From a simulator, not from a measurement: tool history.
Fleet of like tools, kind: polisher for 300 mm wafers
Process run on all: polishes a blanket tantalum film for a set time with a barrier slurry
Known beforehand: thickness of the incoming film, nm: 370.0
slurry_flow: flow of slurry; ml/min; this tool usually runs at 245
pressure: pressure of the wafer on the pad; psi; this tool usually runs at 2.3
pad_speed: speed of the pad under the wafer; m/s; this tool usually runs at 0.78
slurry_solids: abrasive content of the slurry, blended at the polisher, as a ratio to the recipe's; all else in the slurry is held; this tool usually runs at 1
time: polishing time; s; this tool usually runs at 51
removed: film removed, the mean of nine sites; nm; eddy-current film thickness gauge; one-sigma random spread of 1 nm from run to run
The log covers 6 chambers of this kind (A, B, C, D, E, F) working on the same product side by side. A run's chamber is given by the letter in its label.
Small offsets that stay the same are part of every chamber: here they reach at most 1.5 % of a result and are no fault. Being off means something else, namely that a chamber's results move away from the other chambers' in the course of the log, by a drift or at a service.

run   hour  slurry_flow  pressure  pad_speed  slurry_solids  time  removed
       4.4  -- chamber B: worn pad replaced by a new one
 1D   14.5          245       2.3       0.78              1    51   72.393
 2B   26.3          245       2.3       0.78              1    51   73.077
      38.1  -- chamber A: worn pad replaced by a new one
 3E     40          245       2.3       0.78              1    51   74.052
 4F   51.1          245       2.3       0.78              1    51   69.744
        56  -- chamber F: slurry blender recalibrated
 5A   63.8          245       2.3       0.78              1    51   72.325
      71.9  -- chamber C: head pressure recalibrated
      74.2  -- chamber C: worn pad replaced by a new one
 6C   76.3          245       2.3       0.78              1    51   73.096
        85  -- chamber A: slurry nozzle cleaned
      87.1  -- chamber E: worn pad replaced by a new one
 7A   91.1          245       2.3       0.78              1    51   72.095
      92.8  -- chamber E: slurry nozzle cleaned
 8C  104.3          245       2.3       0.78              1    51   71.373
     108.5  -- chamber D: worn pad replaced by a new one
     120.8  -- chamber A: worn pad replaced by a new one
 9B  120.8          245       2.3       0.78              1    51   72.275
     126.3  -- chamber D: head pressure recalibrated
     126.7  -- chamber A: slurry blender recalibrated
10E  129.9          245       2.3       0.78              1    51   71.225
       136  -- chamber B: slurry nozzle cleaned
11D  137.8          245       2.3       0.78              1    51   71.318
       139  -- chamber D: slurry nozzle cleaned
12F  148.4          245       2.3       0.78              1    51   73.341
     150.9  -- chamber F: slurry blender recalibrated
     159.7  -- chamber B: worn pad replaced by a new one
13F  161.6          245       2.3       0.78              1    51   72.989
       173  -- chamber C: worn pad replaced by a new one
14E  174.2          245       2.3       0.78              1    51    70.72
     181.8  -- chamber E: worn pad replaced by a new one
15C  188.7          245       2.3       0.78              1    51   71.669
     194.3  -- chamber B: head pressure recalibrated
16B  199.3          245       2.3       0.78              1    51   71.375
17D  210.9          245       2.3       0.78              1    51   70.917
18A  218.3          245       2.3       0.78              1    51   69.656
     223.8  -- chamber A: worn pad replaced by a new one
19A  230.2          245       2.3       0.78              1    51   70.769
20C  241.7          245       2.3       0.78              1    51   71.785
     245.4  -- chamber E: slurry blender recalibrated
     246.5  -- chamber D: slurry blender recalibrated
21E    252          245       2.3       0.78              1    51   72.076
       264  -- chamber F: slurry blender recalibrated
     264.5  -- chamber F: slurry nozzle cleaned
     265.3  -- chamber D: worn pad replaced by a new one
     266.1  -- chamber C: worn pad replaced by a new one
22F  266.9          245       2.3       0.78              1    51    69.39
23D  280.1          245       2.3       0.78              1    51   71.796
     291.9  -- chamber E: worn pad replaced by a new one
24B  293.3          245       2.3       0.78              1    51   73.629
     301.7  -- chamber B: worn pad replaced by a new one
25A  305.5          245       2.3       0.78              1    51   71.876
       312  -- chamber A: slurry blender recalibrated
26D  315.7          245       2.3       0.78              1    51   73.056
     327.1  -- chamber A: worn pad replaced by a new one
     328.2  -- chamber C: slurry blender recalibrated
27C  331.9          245       2.3       0.78              1    51    70.85
     335.3  -- chamber B: slurry blender recalibrated
28F  347.1          245       2.3       0.78              1    51   67.143
29B  355.4          245       1.6       0.78              1    51   50.806
       361  -- chamber F: slurry blender recalibrated
30E  366.4          245       1.6       0.78              1    51   50.256
     374.3  -- chamber C: worn pad replaced by a new one
31F  376.4          245       1.6       0.78              1    51    46.29
     385.6  -- chamber D: worn pad replaced by a new one
32C  389.9          245       1.6       0.78              1    51   50.342
     402.1  -- chamber E: worn pad replaced by a new one
33A  404.7          245       1.6       0.78              1    51   50.524
34E  415.9          245       1.6       0.78              1    51   49.603
35D  428.7          245       2.3       0.78              1    51   72.034
36B  442.2          245       2.3       0.86              1    51   78.411
     448.9  -- chamber B: worn pad replaced by a new one
37B    456          245       2.3       0.86              1    51   79.996
38F  468.7          245       2.3       0.86              1    51   70.909
     474.6  -- chamber C: worn pad replaced by a new one
39C  478.8          245       2.3       0.86              1    51   78.718

Next, every chamber runs the same settings. What will each give?
40A  490.7          245       2.3       0.78              1    51        ?
40B  490.7          245       2.3       0.78              1    51        ?
40C  490.7          245       2.3       0.78              1    51        ?
40D  490.7          245       2.3       0.78              1    51        ?
40E  490.7          245       2.3       0.78              1    51        ?
40F  490.7          245       2.3       0.78              1    51        ?

run  removed
40A   72.106
40B   70.061
40C   70.788
40D    72.66
40E   72.705
40F   63.474
